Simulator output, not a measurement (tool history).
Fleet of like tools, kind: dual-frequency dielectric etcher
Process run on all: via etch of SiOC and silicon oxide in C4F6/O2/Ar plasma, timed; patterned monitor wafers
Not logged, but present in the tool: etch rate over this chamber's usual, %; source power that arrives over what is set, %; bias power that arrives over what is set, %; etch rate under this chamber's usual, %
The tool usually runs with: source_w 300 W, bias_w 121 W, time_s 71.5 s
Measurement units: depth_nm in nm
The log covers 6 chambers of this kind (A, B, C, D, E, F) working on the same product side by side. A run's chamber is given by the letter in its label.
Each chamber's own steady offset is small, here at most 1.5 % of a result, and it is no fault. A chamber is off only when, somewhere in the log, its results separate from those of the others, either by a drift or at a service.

run,day,source_w,bias_w,time_s,hours since the last wet clean,hours since the last source power generator calibration,hours since the last bias power generator calibration,"read-back reference wafer on the same gauge, depth_nm",depth_nm
1D,0.346,300,121,71.5,370.5,1833.6,494.8,70.77,63.423
2E,0.642,300,121,71.5,295.1,1958.4,1544.6,70.791,64.295
3F,0.896,300,121,71.5,238.1,1027.8,2795.7,70.783,63.517
# day 1.121: chamber E: bias power generator calibrated
4A,1.271,300,121,71.5,112.5,730.3,3619.9,70.785,64.632
5C,1.65,300,121,71.5,100.8,2378.1,536.4,70.805,63.78
# day 1.742: chamber D: wet clean of the chamber
6B,2.012,300,121,71.5,564.6,701.1,1449,70.815,63.836
7B,2.458,300,121,71.5,575.3,711.8,1459.7,70.814,63.956
8F,2.825,300,121,71.5,284.4,1074.1,2842,70.723,63.223
9E,3.267,300,121,71.5,358.1,2021.4,51.6,70.785,64.71
10C,3.646,300,121,71.5,148.7,2426,584.3,70.811,64.002
# day 3.792: chamber E: wet clean of the chamber
11A,4.088,300,121,71.5,180.1,797.9,3687.5,70.838,64.666
12D,4.362,300,121,71.5,63,1930,591.2,70.71,63.162
# day 4.754: chamber B: wet clean of the chamber
13A,4.779,300,121,71.5,196.7,814.5,3704.1,70.879,65.054
14E,5.225,300,121,71.5,34.4,2068.4,98.6,70.85,64.734
15D,5.488,300,121,71.5,90,1957,618.2,70.817,63.406
16B,5.75,300,121,71.5,24,790.8,1538.7,70.801,63.824
17F,6.233,300,121,71.5,366.2,1155.9,2923.8,70.801,62.457
18C,6.571,300,121,71.5,218.9,2496.2,654.5,70.823,64.013
19E,6.992,300,121,71.5,76.8,2110.8,141,70.864,63.753
20C,7.204,300,121,71.5,234.1,2511.4,669.7,70.775,63.741
21B,7.454,300,121,71.5,64.9,831.7,1579.6,70.784,63.471
22D,7.817,300,121,71.5,145.9,2012.9,674.1,70.791,63.577
23A,8.267,300,121,71.5,280.4,898.2,3787.8,70.785,64.911
24F,8.525,300,121,71.5,421.2,1210.9,2978.8,70.798,62.991
25E,8.875,300,121,71.5,122,2156,186.2,70.818,64.283
26A,9.308,300,121,71.5,305.4,923.2,3812.8,70.721,64.747
27B,9.567,300,121,71.5,115.6,882.4,1630.3,70.81,63.879
# day 9.658: chamber A: bias power generator calibrated
28C,10.008,270,121,71.5,301.4,2578.7,737,70.763,61.542
29D,10.483,270,121,71.5,209.9,2076.9,738.1,70.719,60.838
30F,10.933,270,121,71.5,479,1268.7,3036.6,70.846,59.423
31B,11.346,270,121,71.5,158.3,925.1,1673,70.814,60.775
32D,11.712,270,121,71.5,239.4,2106.4,767.6,70.735,60.95
33E,12.104,270,121,71.5,199.5,2233.5,263.7,70.735,61.717
34A,12.358,300,121,71.5,378.6,996.4,64.8,70.811,64.187
35C,12.729,300,121,71.5,366.7,2644,802.3,70.818,63.799
36F,13.183,300,121,71.5,533,1322.7,3090.6,70.814,61.95
37A,13.617,300,121,71.5,408.8,1026.6,95,70.844,64.724
38B,14.012,300,121,71.5,222.3,989.1,1737,70.786,64.017
39F,14.238,300,121,71.5,558.3,1348,3115.9,70.84,61.638
40E,14.454,300,121,71.5,255.9,2289.9,320.1,70.766,64.116
41C,14.921,300,121,71.5,419.3,2696.6,854.9,70.705,63.878
42D,15.267,300,103,71.5,324.7,2191.7,852.9,70.77,60.545
43A,15.7,300,103,71.5,458.8,1076.6,145,70.788,61.389
44F,15.917,300,103,71.5,598.6,1388.3,3156.2,70.711,58.551

Each of the 6 chambers runs these same settings next. Fill in every chamber's results:
45A,16.267,300,109,71.5,,,,,?
45B,16.267,300,109,71.5,,,,,?
45C,16.267,300,109,71.5,,,,,?
45D,16.267,300,109,71.5,,,,,?
45E,16.267,300,109,71.5,,,,,?
45F,16.267,300,109,71.5,,,,,?

run,depth_nm
45A,62.423
45B,61.701
45C,61.912
45D,61.474
45E,62.088
45F,59.613

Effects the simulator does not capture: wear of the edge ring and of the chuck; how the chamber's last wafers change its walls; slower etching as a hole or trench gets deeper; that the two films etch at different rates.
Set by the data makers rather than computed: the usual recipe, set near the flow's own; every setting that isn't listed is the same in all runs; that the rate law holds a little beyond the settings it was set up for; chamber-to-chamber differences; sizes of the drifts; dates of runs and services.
